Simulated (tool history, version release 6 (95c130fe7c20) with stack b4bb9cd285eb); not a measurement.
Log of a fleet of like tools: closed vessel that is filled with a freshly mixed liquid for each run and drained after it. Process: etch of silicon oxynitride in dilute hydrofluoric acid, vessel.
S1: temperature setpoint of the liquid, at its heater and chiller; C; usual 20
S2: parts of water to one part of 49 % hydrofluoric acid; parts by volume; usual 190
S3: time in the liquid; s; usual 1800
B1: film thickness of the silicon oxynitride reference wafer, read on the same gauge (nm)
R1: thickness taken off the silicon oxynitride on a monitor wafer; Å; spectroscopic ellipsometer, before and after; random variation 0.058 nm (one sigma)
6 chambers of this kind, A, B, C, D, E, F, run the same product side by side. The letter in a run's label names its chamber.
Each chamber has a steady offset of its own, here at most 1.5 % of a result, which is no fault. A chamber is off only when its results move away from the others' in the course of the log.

| run | hour | S1 | S2 | S3 | B1 | R1 |
|---|---|---|---|---|---|---|
| 1C | 7 | 20 | 190 | 1800 | 79.973 | 188.18 |
| 2E | 18.4 | 20 | 190 | 1800 | 80.017 | 190.84 |
| 3B | 29.8 | 20 | 190 | 1800 | 79.987 | 190 |
| 4D | 40 | 20 | 190 | 1800 | 80.05 | 189.81 |
| 5F | 52 | 20 | 190 | 1800 | 80.012 | 187.5 |
| 6A | 64.1 | 20 | 190 | 1800 | 79.957 | 188.92 |
| 7F | 75.2 | 20 | 190 | 1800 | 79.987 | 188.38 |
| 8B | 86.2 | 20 | 190 | 1800 | 80.029 | 189.45 |
|  | 93.5 | chamber A: hydrofluoric acid flow meter replaced |
| 9E | 95.6 | 20 | 190 | 1800 | 80.009 | 191.03 |
| 10A | 103.8 | 20 | 190 | 1800 | 79.977 | 189.65 |
| 11C | 114.8 | 20 | 190 | 1800 | 80.006 | 188.83 |
| 12D | 125.7 | 20 | 190 | 1800 | 80.025 | 188.49 |
| 13D | 132.2 | 20 | 190 | 1800 | 79.979 | 188.82 |
| 14A | 139 | 20 | 190 | 1800 | 80.001 | 188.97 |
| 15C | 148 | 20 | 190 | 1800 | 80.021 | 188.52 |
| 16B | 154.2 | 17 | 190 | 1800 | 79.972 | 165.01 |
| 17F | 161.8 | 17 | 190 | 1800 | 79.954 | 163.36 |
| 18E | 171.7 | 17 | 190 | 1800 | 80.011 | 166.14 |
| 19F | 179 | 17 | 190 | 1800 | 79.991 | 162.83 |
| 20D | 190 | 17 | 190 | 1800 | 79.997 | 164.82 |
|  | 190.1 | chamber C: hydrofluoric acid flow meter replaced |
| 21E | 198.8 | 17 | 190 | 1800 | 79.977 | 165.54 |
| 22A | 210 | 20 | 190 | 1800 | 79.94 | 188.87 |
| 23B | 218.4 | 20 | 190 | 1800 | 80.004 | 189.73 |
| 24C | 226.8 | 20 | 190 | 1800 | 80.02 | 187.64 |
| 25D | 232.9 | 20 | 190 | 1800 | 79.997 | 188.63 |
| 26A | 244.8 | 20 | 190 | 1800 | 80.023 | 189.35 |
|  | 253.4 | chamber D: thermometer replaced |
| 27F | 255.8 | 20 | 270 | 1800 | 80.014 | 126.03 |
| 28E | 266.3 | 20 | 270 | 1800 | 80.018 | 128.86 |
| 29C | 275.6 | 20 | 270 | 1800 | 80.021 | 126.99 |
| 30B | 282.1 | 20 | 270 | 1800 | 80.006 | 126.97 |
| 31B | 287.6 | 20 | 270 | 1800 | 79.998 | 126.38 |
| 32D | 293.1 | 20 | 270 | 1800 | 80.013 | 126.73 |
| 33A | 301.7 | 20 | 190 | 1800 | 79.977 | 189.92 |
| 34C | 310.8 | 20 | 190 | 1800 | 80.01 | 187.7 |
| 35E | 317.8 | 20 | 190 | 1800 | 79.998 | 191.77 |
| 36F | 323.5 | 20 | 190 | 1800 | 80.054 | 188.22 |
| 37C | 332.8 | 20 | 190 | 1800 | 79.992 | 187.38 |
| 38E | 343.9 | 20 | 190 | 1800 | 80.016 | 191.85 |
| 39D | 354.2 | 20 | 190 | 1800 | 80.013 | 189.96 |

Is one chamber off against the others, does the gauge drift, or is nothing wrong? If a chamber is off, say which, and what the likeliest cause is.

No chamber stands off beyond its own small offset, and the gauge holds steady.
